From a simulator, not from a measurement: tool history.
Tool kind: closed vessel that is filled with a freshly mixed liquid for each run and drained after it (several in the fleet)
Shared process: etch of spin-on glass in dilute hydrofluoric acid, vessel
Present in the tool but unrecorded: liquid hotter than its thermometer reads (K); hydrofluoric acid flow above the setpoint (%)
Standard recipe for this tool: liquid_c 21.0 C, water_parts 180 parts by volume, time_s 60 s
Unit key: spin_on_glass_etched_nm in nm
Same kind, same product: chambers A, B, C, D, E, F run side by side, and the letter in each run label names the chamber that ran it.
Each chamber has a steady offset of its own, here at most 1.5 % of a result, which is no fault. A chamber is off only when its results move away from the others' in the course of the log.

run	hour	liquid_c	water_parts	time_s	hours since the thermometer was replaced	hours since the hydrofluoric acid flow meter was replaced	read-back film thickness of the spin-on glass reference wafer, read on the same gauge (nm)	spin_on_glass_etched_nm
1B	12.8	21.0	180	60	109.0	642.5	40.017	8.1198
2A	20.6	21.0	180	60	274.2	50.6	39.980	8.2107
# hour 21.2: chamber C: hydrofluoric acid flow meter replaced
3C	27.5	21.0	180	60	929.6	6.3	40.031	8.1324
4F	33.7	21.0	180	60	789.0	909.7	40.001	8.2551
5E	45.2	21.0	180	60	1999.7	447.4	40.011	8.0969
# hour 48.0: chamber F: hydrofluoric acid flow meter replaced
6D	54.7	21.0	180	60	546.2	914.0	40.016	8.1630
7C	62.5	17.5	215	60	964.6	41.3	39.999	5.7650
8B	71.7	17.5	215	60	167.9	701.4	39.977	5.7756
9A	78.1	17.5	215	60	331.7	108.1	39.998	5.8734
10E	84.5	17.5	215	60	2039.0	486.7	40.001	5.6680
11D	94.3	17.5	215	60	585.8	953.6	40.032	5.7659
12F	103.9	17.5	215	60	859.2	55.9	40.014	5.7522
13B	115.9	24.0	180	30	212.1	745.6	39.979	4.5713
14F	126.0	24.0	180	30	881.3	78.0	39.973	4.5821
15A	136.3	24.0	180	30	389.9	166.3	40.007	4.5822
16E	148.6	24.0	180	30	2103.1	550.8	40.014	4.5543
17D	156.9	24.0	180	30	648.4	1016.2	40.003	4.5563
# hour 163.8: chamber F: thermometer replaced
18C	164.9	24.0	180	30	1067.0	143.7	40.013	4.6386
19C	172.3	21.0	180	85	1074.4	151.1	40.012	11.7110
20A	184.7	21.0	180	85	438.3	214.7	40.007	11.6080
21F	193.7	21.0	180	85	29.9	145.7	40.018	11.5070
22E	206.5	21.0	180	85	2161.0	608.7	40.010	11.5330
23D	212.6	21.0	180	85	704.1	1071.9	39.986	11.5490
24B	220.4	21.0	180	85	316.6	850.1	40.008	11.5110
25B	229.2	18.5	180	60	325.4	858.9	39.987	7.4911
26D	236.0	18.5	180	60	727.5	1095.3	40.012	7.4098
27F	244.3	18.5	180	60	80.5	196.3	40.005	7.4252
28A	256.8	18.5	180	60	510.4	286.8	40.008	7.4973
# hour 259.3: chamber B: hydrofluoric acid flow meter replaced
29E	267.8	18.5	180	60	2222.3	670.0	40.009	7.3436
30C	275.8	18.5	180	60	1177.9	254.6	40.006	7.7193
31A	286.5	21.0	180	60	540.1	316.5	40.024	8.2150
32E	293.3	21.0	180	60	2247.8	695.5	40.003	8.0953
33D	303.8	21.0	180	60	795.3	1163.1	39.979	8.2042
34C	312.1	21.0	180	60	1214.2	290.9	40.012	8.6489
35F	318.1	21.0	180	60	154.3	270.1	39.999	8.1843
36B	328.5	21.0	180	60	424.7	69.2	39.998	8.1956
37B	334.6	21.0	180	60	430.8	75.3	40.015	8.1892
38C	341.8	21.0	180	60	1243.9	320.6	39.993	8.6877
39E	349.6	21.0	265	60	2304.1	751.8	40.009	5.0739
40F	360.0	21.0	265	60	196.2	312.0	39.995	5.0652
41A	372.8	21.0	265	60	626.4	402.8	40.029	5.2253
42D	385.0	21.0	265	60	876.5	1244.3	40.013	5.1270

What goes on in this fleet: one chamber off, a drifting gauge, or nothing beyond the chambers' own small offsets? Name the chamber and the cause, if any.

Little by little, chamber C moves away from the other chambers.
Cause: liquid hotter than its thermometer reads (K) = 1.9.
It could be hard to tell apart here from: hydrofluoric acid flow above the setpoint (%).

Which of the 4 candidates below, each the usual settings with something changed and its results left as question marks, puts chamber C back in line with what the other chambers give on the usual settings?
In line means no further than this from the other chambers' mean on the usual settings: spin_on_glass_etched_nm 0.1500 nm
43C-1	394.5	19.0	180	60				?
43C-2	394.5	23.0	180	60				?
43C-3	394.5	21.0	175	60				?
43C-4	394.5	21.0	185	60				?

On the usual settings, the other chambers give on average: spin_on_glass_etched_nm 8.1633 nm
run	spin_on_glass_etched_nm
43C-1	8.2022
43C-2	9.5376
43C-3	9.1582
43C-4	8.5627
43C-1 brings the chamber back in line.
